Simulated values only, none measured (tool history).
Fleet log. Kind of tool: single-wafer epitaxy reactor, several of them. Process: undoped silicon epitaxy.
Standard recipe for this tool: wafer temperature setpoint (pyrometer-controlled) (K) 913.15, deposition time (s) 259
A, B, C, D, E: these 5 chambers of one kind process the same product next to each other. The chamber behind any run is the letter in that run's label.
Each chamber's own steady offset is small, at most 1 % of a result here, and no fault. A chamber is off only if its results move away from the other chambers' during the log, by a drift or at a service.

run	day	wafer temperature setpoint (pyrometer-controlled) (K)	deposition time (s)	read-back reference wafer on the same gauge, thickness_nm	mean film thickness on the monitor wafer (Å)
1A	0.500	913.15	259	31.307	348.18
2D	0.771	913.15	259	31.306	348.63
3C	1.308	913.15	259	31.326	350.57
4E	1.592	913.15	259	31.320	350.22
5B	2.121	913.15	259	31.326	346.37
6B	2.558	902.15	215	31.338	225.18
7D	2.871	902.15	215	31.334	226.00
8E	3.304	902.15	215	31.343	225.99
9A	3.729	902.15	215	31.353	225.61
10C	4.138	902.15	215	31.338	227.42
11E	4.633	913.15	259	31.358	349.44
12B	5.138	913.15	259	31.352	345.92
13A	5.450	913.15	259	31.375	348.54
14C	5.867	913.15	259	31.373	351.22
15D	6.183	925.15	235	31.379	413.92
16E	6.746	925.15	235	31.394	415.98
17A	7.104	925.15	235	31.385	413.64
18D	7.500	925.15	235	31.376	414.85
19C	7.938	925.15	235	31.399	413.07
20B	8.225	913.15	259	31.399	347.56
# day 8.296: chamber D: pyrometer calibrated
21A	8.562	913.15	259	31.405	349.68
22B	8.821	913.15	259	31.400	346.74
# day 9.142: chamber C: pyrometer calibrated
23D	9.200	919.15	244	31.424	378.24
24E	9.479	919.15	244	31.409	379.15
25C	9.775	919.15	244	31.423	378.27
26B	10.083	919.15	244	31.432	374.14
27A	10.371	919.15	244	31.420	377.28
28D	10.871	913.15	259	31.435	350.18
29C	11.408	899.15	298	31.436	295.74
30E	11.758	899.15	298	31.448	294.10
31C	12.079	899.15	298	31.455	295.28
32B	12.392	899.15	298	31.441	291.44
33E	12.912	899.15	298	31.466	293.46
34A	13.412	908.15	235	31.461	284.16
35D	13.696	908.15	235	31.459	283.52
36A	14.004	908.15	235	31.478	284.34
37B	14.329	908.15	235	31.475	281.17
38E	14.779	908.15	235	31.480	284.67
39C	15.117	913.15	259	31.491	351.54
40D	15.562	921.15	259	31.487	420.25
41E	16.054	921.15	259	31.502	422.07
42D	16.554	921.15	259	31.504	421.28
43C	16.871	921.15	259	31.486	419.49
44B	17.204	921.15	259	31.505	415.14

Is one chamber out of step, is the gauge drifting, or do the chambers differ by no more than their own small offsets? For an off chamber, give its letter and the likeliest cause.

The gauge drifts, so all chambers seem to drift together. No chamber is off.
Likeliest cause: gauge reads high (%) = 0.67.
